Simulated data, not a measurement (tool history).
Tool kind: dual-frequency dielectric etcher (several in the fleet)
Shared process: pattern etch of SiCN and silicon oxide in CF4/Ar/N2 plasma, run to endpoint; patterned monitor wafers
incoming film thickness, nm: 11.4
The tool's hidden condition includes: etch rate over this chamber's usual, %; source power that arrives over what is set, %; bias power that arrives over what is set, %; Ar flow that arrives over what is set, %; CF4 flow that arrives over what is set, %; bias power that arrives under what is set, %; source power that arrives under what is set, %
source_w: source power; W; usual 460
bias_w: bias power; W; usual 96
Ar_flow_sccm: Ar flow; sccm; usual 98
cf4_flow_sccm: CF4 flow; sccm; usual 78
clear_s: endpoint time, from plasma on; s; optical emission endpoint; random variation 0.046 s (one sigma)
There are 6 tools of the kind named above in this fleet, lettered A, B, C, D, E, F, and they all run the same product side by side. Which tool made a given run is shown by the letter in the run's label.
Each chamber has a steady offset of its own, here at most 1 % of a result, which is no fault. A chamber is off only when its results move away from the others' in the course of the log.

run	hour	source_w	bias_w	Ar_flow_sccm	cf4_flow_sccm	hours since the last wet clean	hours since the last source power generator calibration	hours since the last bias power generator calibration	hours since the last Ar flow controller change	hours since the last CF4 flow controller change	clear_s
# hour 2.9: chamber D: wet clean of the chamber
1D	11.3	460	96	98	78	8.5	566.7	1319.0	3551.0	1006.8	11.643
2E	18.9	460	96	98	78	128.6	3146.2	2821.2	504.4	1126.2	11.446
3C	32.3	460	96	98	78	189.7	2688.9	2772.8	1324.9	370.9	11.462
4A	41.0	460	96	98	78	218.6	1163.2	2466.1	1676.3	324.9	11.526
5B	48.2	460	96	98	78	327.0	1111.8	2472.3	1209.6	1972.2	11.488
6F	61.6	370	96	98	96	192.0	627.6	311.0	2359.3	761.0	13.640
7E	68.8	370	96	98	96	178.5	3196.1	2871.1	554.3	1176.1	13.587
8D	80.3	370	96	98	96	77.5	635.7	1388.0	3620.0	1075.8	13.705
9F	91.3	370	96	98	96	221.7	657.3	340.7	2389.0	790.7	13.582
10B	103.2	370	96	98	96	382.0	1166.8	2527.3	1264.6	2027.2	13.490
11A	111.2	370	96	98	96	288.8	1233.4	2536.3	1746.5	395.1	13.729
12C	123.1	460	96	98	94	280.5	2779.7	2863.6	1415.7	461.7	11.116
13D	138.7	460	96	98	94	135.9	694.1	1446.4	3678.4	1134.2	11.380
# hour 144.3: chamber C: wet clean of the chamber
14A	146.6	460	96	98	94	324.2	1268.8	2571.7	1781.9	430.5	11.312
15E	161.9	460	96	98	94	271.6	3289.2	2964.2	647.4	1269.2	11.161
16C	170.3	460	96	98	94	26.0	2826.9	2910.8	1462.9	508.9	11.156
17F	181.5	460	96	98	94	311.9	747.5	430.9	2479.2	880.9	11.182
18B	191.1	460	96	98	78	469.9	1254.7	2615.2	1352.5	2115.1	11.464
19E	206.6	460	96	98	78	316.3	3333.9	3008.9	692.1	1313.9	11.531
# hour 211.4: chamber B: wet clean of the chamber
20F	216.2	460	96	98	78	346.6	782.2	465.6	2513.9	915.6	11.467
21D	229.3	460	96	98	78	226.5	784.7	1537.0	3769.0	1224.8	11.696
22B	245.3	460	96	98	78	34.0	1308.9	2669.4	1406.7	2169.3	11.470
23A	257.3	460	96	98	78	434.9	1379.5	2682.4	1892.6	541.2	11.613
24C	271.2	460	96	98	78	126.9	2927.8	3011.7	1563.8	609.8	11.481
25B	280.0	420	76	98	78	68.7	1343.6	2704.1	1441.4	2204.0	13.497
# hour 283.6: chamber E: bias power generator calibrated
26F	288.5	420	76	98	78	418.9	854.5	537.9	2586.2	987.9	13.447
27A	302.7	420	76	98	78	480.3	1424.9	2727.8	1938.0	586.6	13.609
28D	316.1	420	76	98	78	313.3	871.5	1623.8	3855.8	1311.6	13.634
29E	323.3	420	76	98	78	433.0	3450.6	39.7	808.8	1430.6	13.521
30C	332.9	420	76	98	78	188.6	2989.5	3073.4	1625.5	671.5	13.430
31E	348.5	460	96	98	78	458.2	3475.8	64.9	834.0	1455.8	11.479
# hour 354.4: chamber A: wet clean of the chamber
32F	359.3	460	96	98	78	489.7	925.3	608.7	2657.0	1058.7	11.514
33D	374.1	460	96	98	78	371.3	929.5	1681.8	3913.8	1369.6	11.647
34A	381.6	460	96	98	78	27.2	1503.8	2806.7	2016.9	665.5	11.623
35B	391.1	460	96	98	78	179.8	1454.7	2815.2	1552.5	2315.1	11.447
36C	399.6	460	96	98	78	255.3	3056.2	3140.1	1692.2	738.2	11.480
37A	411.8	460	96	98	78	57.4	1534.0	2836.9	2047.1	695.7	11.622
38D	425.2	460	96	98	78	422.4	980.6	1732.9	3964.9	1420.7	11.593
# hour 426.5: chamber F: wet clean of the chamber
39F	434.6	460	96	98	78	8.2	1000.6	684.0	2732.3	1134.0	11.569
40C	448.2	510	96	98	68	303.9	3104.8	3188.7	1740.8	786.8	10.762
41E	456.6	510	96	98	68	566.3	3583.9	173.0	942.1	1563.9	10.686
42B	469.7	510	96	98	68	258.4	1533.3	2893.8	1631.1	2393.7	10.746

All chambers now run identical settings, listed one chamber a line with results as question marks. What results will each chamber show?
43A	481.6	460	96	98	78						?
43B	481.6	460	96	98	78						?
43C	481.6	460	96	98	78						?
43D	481.6	460	96	98	78						?
43E	481.6	460	96	98	78						?
43F	481.6	460	96	98	78						?

run	clear_s
43A	11.604
43B	11.471
43C	11.391
43D	11.607
43E	11.489
43F	11.526

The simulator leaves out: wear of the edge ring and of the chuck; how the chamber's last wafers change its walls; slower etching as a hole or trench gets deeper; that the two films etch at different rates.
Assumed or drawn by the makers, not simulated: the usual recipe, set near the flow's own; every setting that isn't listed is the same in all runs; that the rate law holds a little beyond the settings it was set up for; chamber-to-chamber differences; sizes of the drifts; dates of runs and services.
